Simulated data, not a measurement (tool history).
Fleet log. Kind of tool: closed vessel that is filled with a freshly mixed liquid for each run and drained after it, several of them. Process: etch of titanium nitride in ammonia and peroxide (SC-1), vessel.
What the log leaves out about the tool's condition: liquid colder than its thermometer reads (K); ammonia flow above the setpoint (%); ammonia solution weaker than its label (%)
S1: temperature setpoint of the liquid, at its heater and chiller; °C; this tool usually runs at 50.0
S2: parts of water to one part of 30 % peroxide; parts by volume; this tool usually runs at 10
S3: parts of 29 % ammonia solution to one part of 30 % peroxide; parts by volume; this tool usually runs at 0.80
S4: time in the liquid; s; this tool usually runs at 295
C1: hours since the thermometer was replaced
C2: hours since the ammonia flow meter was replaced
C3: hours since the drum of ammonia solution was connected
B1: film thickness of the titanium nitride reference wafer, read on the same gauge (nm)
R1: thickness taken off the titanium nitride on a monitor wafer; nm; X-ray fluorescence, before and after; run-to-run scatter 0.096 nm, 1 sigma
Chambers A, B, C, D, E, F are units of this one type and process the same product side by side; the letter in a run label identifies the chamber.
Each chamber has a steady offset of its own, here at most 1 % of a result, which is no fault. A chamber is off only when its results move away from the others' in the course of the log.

run,day,S1,S2,S3,S4,C1,C2,C3,B1,R1
1F,0.121,50.0,10,0.80,295,277.0,1174.5,695.6,59.973,17.4960
2C,0.217,50.0,10,0.80,295,2093.9,1636.4,152.5,59.987,17.2580
3D,0.367,50.0,10,0.80,295,919.6,239.1,649.3,60.004,17.4090
# day 0.458: chamber B: new drum of ammonia solution connected
4E,0.462,50.0,10,0.80,295,615.3,327.7,595.3,59.998,17.4710
5A,0.562,50.0,12,0.80,295,60.3,643.8,1087.5,59.987,15.7300
# day 0.600: chamber A: new drum of ammonia solution connected
6B,0.746,50.0,12,0.80,295,289.1,24.1,6.9,60.000,15.8210
7F,0.871,50.0,12,0.80,295,295.0,1192.5,713.6,59.983,15.8020
8A,0.988,50.0,12,0.80,295,70.5,654.0,9.3,59.999,15.8460
9D,1.096,50.0,12,0.80,295,937.1,256.6,666.8,59.974,15.8180
10E,1.175,50.0,12,0.80,295,632.4,344.8,612.4,60.008,16.0190
11B,1.296,50.0,10,0.80,295,302.3,37.3,20.1,59.985,17.3120
12C,1.462,50.0,10,0.80,295,2123.8,1666.3,182.4,59.994,17.4130
13B,1.638,50.0,10,0.80,295,310.5,45.5,28.3,59.992,17.3030
14A,1.754,50.0,10,0.80,295,88.9,672.4,27.7,59.996,17.4150
# day 1.775: chamber E: new drum of ammonia solution connected
15D,1.850,50.0,10,0.80,295,955.2,274.7,684.9,59.972,17.4750
16E,1.929,50.0,10,0.80,295,650.5,362.9,3.8,59.988,17.3630
17F,2.067,50.0,10,0.80,295,323.7,1221.2,742.3,59.969,17.2580
18C,2.225,50.0,10,0.80,295,2142.1,1684.6,200.7,60.001,17.4080
19F,2.329,46.5,10,0.80,190,330.0,1227.5,748.6,60.010,8.6280
20E,2.471,46.5,10,0.80,190,663.5,375.9,16.8,59.990,8.7684
21B,2.554,46.5,10,0.80,190,332.5,67.5,50.3,60.004,8.6473
22A,2.704,46.5,10,0.80,190,111.7,695.2,50.5,59.991,8.6598
23C,2.871,46.5,10,0.80,190,2157.6,1700.1,216.2,60.012,8.7761
24D,2.971,46.5,10,0.80,190,982.1,301.6,711.8,60.024,8.6815
25B,3.150,50.0,10,0.80,295,346.8,81.8,64.6,59.980,17.3790
26D,3.242,50.0,10,0.80,295,988.6,308.1,718.3,60.014,17.3120
27E,3.396,50.0,10,0.80,295,685.7,398.1,39.0,60.003,17.3220
28C,3.508,50.0,10,0.80,295,2172.9,1715.4,231.5,60.040,17.1490
29A,3.683,50.0,10,0.80,295,135.2,718.7,74.0,59.974,17.2100
30F,3.846,50.0,10,0.80,295,366.4,1263.9,785.0,59.995,17.0860
31F,3.996,50.0,14,0.80,295,370.0,1267.5,788.6,60.009,14.2310
# day 4.100: chamber F: new drum of ammonia solution connected
32C,4.142,50.0,14,0.80,295,2188.1,1730.6,246.7,59.997,14.5450
33B,4.304,50.0,14,0.80,295,374.5,109.5,92.3,60.000,14.5100
34E,4.458,50.0,14,0.80,295,711.2,423.6,64.5,59.973,14.7930
35A,4.583,50.0,14,0.80,295,156.8,740.3,95.6,59.996,14.4260
36D,4.708,50.0,14,0.80,295,1023.8,343.3,753.5,59.989,14.7320
37A,4.850,50.0,10,0.80,295,163.2,746.7,102.0,59.993,17.4650
38E,4.942,59.5,10,1.00,295,722.8,435.2,76.1,60.020,34.6240
39D,5.075,59.5,10,1.00,295,1032.6,352.1,762.3,60.013,34.2520
40C,5.171,59.5,10,1.00,295,2212.8,1755.3,271.4,59.994,34.4250
41B,5.279,59.5,10,1.00,295,397.9,132.9,115.7,59.994,34.5340
42F,5.438,59.5,10,1.00,295,404.6,1302.1,32.1,59.984,33.6890
43B,5.608,59.5,10,1.00,295,405.8,140.8,123.6,60.035,34.3320
44F,5.696,50.0,6,0.65,295,410.8,1308.3,38.3,59.983,21.0740

Next, all 6 chambers run the settings below, one line each with question marks for the results. What does each chamber give?
45A,5.829,50.0,10,0.80,295,,,,,?
45B,5.829,50.0,10,0.80,295,,,,,?
45C,5.829,50.0,10,0.80,295,,,,,?
45D,5.829,50.0,10,0.80,295,,,,,?
45E,5.829,50.0,10,0.80,295,,,,,?
45F,5.829,50.0,10,0.80,295,,,,,?

run,R1
45A,17.1000
45B,17.2370
45C,17.1520
45D,17.4480
45E,17.4180
45F,16.6870
